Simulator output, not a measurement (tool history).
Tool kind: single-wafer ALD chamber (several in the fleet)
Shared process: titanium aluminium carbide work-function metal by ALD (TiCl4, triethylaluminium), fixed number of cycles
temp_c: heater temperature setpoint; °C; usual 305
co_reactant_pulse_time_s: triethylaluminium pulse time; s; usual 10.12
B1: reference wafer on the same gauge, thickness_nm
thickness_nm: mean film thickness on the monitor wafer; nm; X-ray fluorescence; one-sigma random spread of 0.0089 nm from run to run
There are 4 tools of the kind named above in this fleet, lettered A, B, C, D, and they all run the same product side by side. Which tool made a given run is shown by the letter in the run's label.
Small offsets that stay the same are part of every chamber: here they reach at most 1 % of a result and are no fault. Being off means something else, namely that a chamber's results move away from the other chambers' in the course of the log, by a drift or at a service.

Run 1A, hour 3.9: usual settings; B1 2.1203. Result: thickness_nm 2.0639 nm.
Run 2B, hour 9.6: usual settings; B1 2.1201. Result: thickness_nm 2.0445 nm.
Run 3D, hour 14.8: usual settings; B1 2.1218. Result: thickness_nm 2.0374 nm.
Run 4C, hour 17.5: usual settings; B1 2.1195. Result: thickness_nm 2.0522 nm.
Run 5D, hour 20.7: usual settings; B1 2.1204. Result: thickness_nm 2.0320 nm.
Run 6B, hour 24.8: usual settings; B1 2.1197. Result: thickness_nm 2.0284 nm.
Run 7C, hour 27.5: usual settings; B1 2.1200. Result: thickness_nm 2.0599 nm.
Run 8A, hour 32.2: usual settings; B1 2.1203. Result: thickness_nm 2.0557 nm.
Run 9C, hour 36.6: usual settings; B1 2.1211. Result: thickness_nm 2.0358 nm.
Run 10D, hour 39.9: usual settings; B1 2.1229. Result: thickness_nm 2.0625 nm.
Run 11A, hour 42.5: usual settings; B1 2.1188. Result: thickness_nm 2.0608 nm.
Run 12B, hour 46.4: usual settings; B1 2.1171. Result: thickness_nm 2.0517 nm.
Run 13B, hour 49.4: usual settings; B1 2.1208. Result: thickness_nm 2.0462 nm.
Run 14A, hour 53.8: usual settings but temp_c 299 °C, co_reactant_pulse_time_s 11.63 s; B1 2.1167. Result: thickness_nm 2.0326 nm.
Run 15D, hour 58.2: usual settings but temp_c 299 °C, co_reactant_pulse_time_s 11.63 s; B1 2.1189. Result: thickness_nm 2.0151 nm.
Run 16C, hour 62.6: usual settings but temp_c 299 °C, co_reactant_pulse_time_s 11.63 s; B1 2.1198. Result: thickness_nm 2.0283 nm.
Run 17B, hour 67.9: usual settings but temp_c 299 °C, co_reactant_pulse_time_s 11.63 s; B1 2.1195. Result: thickness_nm 1.9996 nm.
Run 18A, hour 71.5: usual settings; B1 2.1184. Result: thickness_nm 2.0617 nm.
At hour 71.8: chamber B: thermocouple changed; heater temperature recalibrated.
Run 19D, hour 76.9: usual settings; B1 2.1203. Result: thickness_nm 2.0402 nm.
Run 20C, hour 80.9: usual settings; B1 2.1200. Result: thickness_nm 2.0403 nm.
Run 21A, hour 86.7: usual settings; B1 2.1182. Result: thickness_nm 2.0548 nm.
Run 22C, hour 91.7: usual settings; B1 2.1198. Result: thickness_nm 2.0362 nm.
Run 23B, hour 96.7: usual settings; B1 2.1206. Result: thickness_nm 2.0418 nm.
Run 24D, hour 100.5: usual settings; B1 2.1209. Result: thickness_nm 2.0523 nm.
Run 25D, hour 104.0: usual settings; B1 2.1193. Result: thickness_nm 2.0507 nm.
Run 26C, hour 108.1: usual settings; B1 2.1205. Result: thickness_nm 2.0459 nm.
Run 27A, hour 111.9: usual settings; B1 2.1203. Result: thickness_nm 2.0522 nm.
Run 28B, hour 114.9: usual settings; B1 2.1213. Result: thickness_nm 2.0467 nm.
Run 29C, hour 117.6: usual settings; B1 2.1198. Result: thickness_nm 2.0442 nm.
Run 30B, hour 123.1: usual settings but co_reactant_pulse_time_s 7.81 s; B1 2.1205. Result: thickness_nm 1.9753 nm.
Run 31A, hour 126.2: usual settings but co_reactant_pulse_time_s 7.81 s; B1 2.1207. Result: thickness_nm 1.9883 nm.
At hour 127.6: chamber A: triethylaluminium bottle replaced.
Run 32D, hour 130.5: usual settings but co_reactant_pulse_time_s 7.81 s; B1 2.1193. Result: thickness_nm 1.9753 nm.
Run 33A, hour 136.3: usual settings but co_reactant_pulse_time_s 7.81 s; B1 2.1206. Result: thickness_nm 1.9840 nm.
Run 34C, hour 141.1: usual settings but temp_c 317 °C; B1 2.1193. Result: thickness_nm 2.1428 nm.
Run 35D, hour 145.7: usual settings but temp_c 317 °C; B1 2.1197. Result: thickness_nm 2.1518 nm.
Run 36B, hour 151.4: usual settings but temp_c 317 °C; B1 2.1179. Result: thickness_nm 2.1380 nm.
Run 37D, hour 156.9: usual settings but temp_c 317 °C; B1 2.1224. Result: thickness_nm 2.1597 nm.
Run 38B, hour 162.5: usual settings; B1 2.1197. Result: thickness_nm 2.0423 nm.
Run 39A, hour 165.4: usual settings; B1 2.1200. Result: thickness_nm 2.0834 nm.

All 4 chambers run these settings next. Forecast each chamber's results:
Run 40A, hour 169.6: usual settings but temp_c 297 °C. Result: thickness_nm ?.
Run 40B, hour 169.6: usual settings but temp_c 297 °C. Result: thickness_nm ?.
Run 40C, hour 169.6: usual settings but temp_c 297 °C. Result: thickness_nm ?.
Run 40D, hour 169.6: usual settings but temp_c 297 °C. Result: thickness_nm ?.

run  thickness_nm
40A        1.9961
40B        1.9771
40C        1.9669
40D        1.9563
